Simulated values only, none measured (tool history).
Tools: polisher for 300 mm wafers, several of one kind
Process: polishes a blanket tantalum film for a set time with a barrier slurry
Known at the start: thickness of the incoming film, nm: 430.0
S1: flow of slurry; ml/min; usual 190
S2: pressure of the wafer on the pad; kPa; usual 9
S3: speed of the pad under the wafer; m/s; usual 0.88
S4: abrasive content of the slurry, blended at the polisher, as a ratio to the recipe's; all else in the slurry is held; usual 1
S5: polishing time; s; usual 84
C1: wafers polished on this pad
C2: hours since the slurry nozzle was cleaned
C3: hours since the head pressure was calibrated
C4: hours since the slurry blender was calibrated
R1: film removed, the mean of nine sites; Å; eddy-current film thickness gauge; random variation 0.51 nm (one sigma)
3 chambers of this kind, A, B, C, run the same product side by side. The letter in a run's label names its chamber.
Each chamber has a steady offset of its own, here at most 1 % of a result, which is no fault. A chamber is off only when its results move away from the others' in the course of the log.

| run | hour | S1 | S2 | S3 | S4 | S5 | C1 | C2 | C3 | C4 | R1 |
|---|---|---|---|---|---|---|---|---|---|---|---|
| 1C | 8.7 | 190 | 9 | 0.88 | 1 | 84 | 576 | 197.4 | 51.5 | 79.6 | 720.92 |
|  | 9.7 | chamber A: slurry nozzle cleaned |
| 2B | 17.4 | 190 | 9 | 0.88 | 1 | 84 | 882 | 221.7 | 1113 | 188.1 | 711.9 |
|  | 20.8 | chamber C: slurry nozzle cleaned |
| 3A | 29.4 | 190 | 9 | 0.88 | 1 | 84 | 1036 | 19.8 | 233.7 | 118.3 | 719.01 |
|  | 35.4 | chamber C: worn pad replaced by a new one |
| 4A | 36.7 | 190 | 9 | 0.88 | 1 | 84 | 1119 | 27.1 | 241 | 125.6 | 713.11 |
| 5B | 46.1 | 190 | 9 | 0.88 | 1 | 84 | 1212 | 250.4 | 1141.7 | 216.8 | 701.36 |
|  | 49.7 | chamber A: slurry blender recalibrated |
| 6C | 54.2 | 190 | 9 | 0.88 | 1 | 84 | 216 | 33.4 | 97 | 125.1 | 717.59 |
|  | 54.5 | chamber B: worn pad replaced by a new one |
|  | 56.3 | chamber B: slurry blender recalibrated |
|  | 56.4 | chamber A: worn pad replaced by a new one |
| 7C | 68.2 | 190 | 9 | 0.88 | 1 | 84 | 377 | 47.4 | 111 | 139.1 | 721.11 |
| 8B | 81.5 | 190 | 9 | 0.88 | 1 | 84 | 311 | 285.8 | 1177.1 | 25.2 | 715.25 |
| 9A | 95.3 | 190 | 9 | 0.88 | 1 | 84 | 447 | 85.7 | 299.6 | 45.7 | 724.01 |
| 10B | 105.4 | 190 | 9 | 0.88 | 1 | 84 | 585 | 309.7 | 1201 | 49.1 | 708.05 |
|  | 107.3 | chamber B: slurry nozzle cleaned |
|  | 109.4 | chamber C: worn pad replaced by a new one |
| 11A | 117.3 | 190 | 9 | 0.88 | 1 | 84 | 700 | 107.7 | 321.6 | 67.7 | 734.7 |
| 12C | 130.6 | 190 | 9 | 0.88 | 1 | 84 | 244 | 109.8 | 173.4 | 201.5 | 724.07 |
|  | 141.8 | chamber C: slurry blender recalibrated |
| 13B | 143.1 | 170 | 9 | 0.88 | 1.25 | 84 | 1018 | 35.8 | 1238.7 | 86.8 | 738.54 |
|  | 153.6 | chamber B: head pressure recalibrated |
| 14A | 154.3 | 170 | 9 | 0.88 | 1.25 | 84 | 1125 | 144.7 | 358.6 | 104.7 | 767.88 |
| 15C | 167 | 170 | 9 | 0.88 | 1.25 | 84 | 662 | 146.2 | 209.8 | 25.2 | 757.78 |
| 16C | 179.3 | 190 | 6.2 | 0.88 | 1 | 84 | 803 | 158.5 | 222.1 | 37.5 | 500.08 |
|  | 182.4 | chamber B: worn pad replaced by a new one |
|  | 185.8 | chamber A: worn pad replaced by a new one |
|  | 189 | chamber C: worn pad replaced by a new one |
| 17B | 192.1 | 190 | 6.2 | 0.88 | 1 | 84 | 111 | 84.8 | 38.6 | 135.8 | 493.3 |
|  | 196 | chamber A: slurry blender recalibrated |
| 18A | 201 | 190 | 6.2 | 0.88 | 1 | 84 | 175 | 191.4 | 405.3 | 5.1 | 511.93 |
| 19C | 213.1 | 190 | 9 | 0.88 | 1 | 84 | 277 | 192.3 | 255.9 | 71.3 | 721.47 |
|  | 218.2 | chamber C: slurry nozzle cleaned |
| 20B | 226.6 | 190 | 9 | 0.88 | 1 | 84 | 507 | 119.3 | 73.1 | 170.3 | 700.29 |
| 21A | 236.4 | 190 | 9 | 0.88 | 1 | 84 | 581 | 226.8 | 440.7 | 40.5 | 756.2 |
| 22B | 243.6 | 190 | 9 | 0.88 | 1 | 84 | 703 | 136.3 | 90.1 | 187.3 | 716.03 |
| 23A | 250.1 | 190 | 9 | 0.88 | 1 | 84 | 739 | 240.5 | 454.4 | 54.2 | 745.19 |
| 24C | 264.4 | 190 | 9 | 0.88 | 1 | 84 | 866 | 46.2 | 307.2 | 122.6 | 728.27 |
|  | 266.7 | chamber B: slurry blender recalibrated |
| 25B | 274.4 | 190 | 9 | 0.88 | 1 | 84 | 1056 | 167.1 | 120.9 | 7.8 | 713.98 |
|  | 278 | chamber C: worn pad replaced by a new one |
| 26C | 281.6 | 130 | 9 | 1.08 | 1 | 84 | 42 | 63.4 | 324.4 | 139.8 | 848.01 |
| 27A | 294.1 | 130 | 9 | 1.08 | 1 | 84 | 1244 | 284.5 | 498.4 | 98.2 | 874.82 |
|  | 294.5 | chamber B: worn pad replaced by a new one |
|  | 298.4 | chamber A: worn pad replaced by a new one |
| 28B | 307.2 | 130 | 9 | 1.08 | 1 | 84 | 146 | 199.9 | 153.7 | 40.6 | 808.07 |
|  | 308.2 | chamber A: slurry blender recalibrated |
| 29A | 319.6 | 190 | 9 | 0.88 | 1 | 84 | 244 | 310 | 523.9 | 11.5 | 759.19 |
| 30C | 332.4 | 190 | 9 | 1.08 | 1.2 | 84 | 625 | 114.2 | 375.2 | 190.6 | 928.59 |
| 31C | 345.5 | 190 | 9 | 1.08 | 1.2 | 84 | 775 | 127.3 | 388.3 | 203.7 | 929.5 |
| 32A | 356.5 | 190 | 9 | 1.08 | 1.2 | 84 | 667 | 346.9 | 560.8 | 48.4 | 994.88 |
| 33B | 370.4 | 190 | 9 | 0.88 | 1 | 84 | 872 | 263.1 | 216.9 | 103.8 | 708.73 |
|  | 372.8 | chamber C: worn pad replaced by a new one |
| 34C | 379.8 | 190 | 9 | 0.88 | 1 | 84 | 80 | 161.6 | 422.6 | 238 | 723.37 |
| 35B | 386.2 | 190 | 9 | 0.88 | 1 | 84 | 1054 | 278.9 | 232.7 | 119.6 | 717.93 |
| 36A | 394.8 | 190 | 9 | 0.66 | 1.2 | 84 | 1107 | 385.2 | 599.1 | 86.7 | 610.12 |
|  | 398.9 | chamber C: slurry blender recalibrated |
| 37A | 401.6 | 190 | 9 | 0.66 | 1.2 | 84 | 1185 | 392 | 605.9 | 93.5 | 606.84 |
| 38C | 413.4 | 190 | 9 | 0.66 | 1.2 | 84 | 466 | 195.2 | 456.2 | 14.5 | 574.51 |

What goes on in this fleet: one chamber off, a drifting gauge, or nothing beyond the chambers' own small offsets? Name the chamber and the cause, if any.

Chamber A drifts away from the others.
Cause: head's pressure above its setpoint, % = 9.05.

Here are 4 candidates for chamber A's next run, each the usual settings with a change, their results left as question marks. Which one brings its results back in line with what the others give on the usual settings?
In line means no further than this from the other chambers' mean on the usual settings: R1 18 Å
| 39A-1 | 423.6 | 115 | 9 | 0.88 | 1 | 84 |  |  |  |  | ? |
| 39A-2 | 423.6 | 190 | 9 | 0.92 | 1 | 87 |  |  |  |  | ? |
| 39A-3 | 423.6 | 190 | 9.7 | 0.92 | 1 | 89 |  |  |  |  | ? |
| 39A-4 | 423.6 | 190 | 9 | 0.88 | 1 | 70 |  |  |  |  | ? |

The other chambers' mean on the usual settings: R1 715.45 Å
| run | R1 |
|---|---|
| 39A-1 | 714.57 |
| 39A-2 | 846.9 |
| 39A-3 | 934.01 |
| 39A-4 | 651.77 |
39A-1 brings the chamber back in line.

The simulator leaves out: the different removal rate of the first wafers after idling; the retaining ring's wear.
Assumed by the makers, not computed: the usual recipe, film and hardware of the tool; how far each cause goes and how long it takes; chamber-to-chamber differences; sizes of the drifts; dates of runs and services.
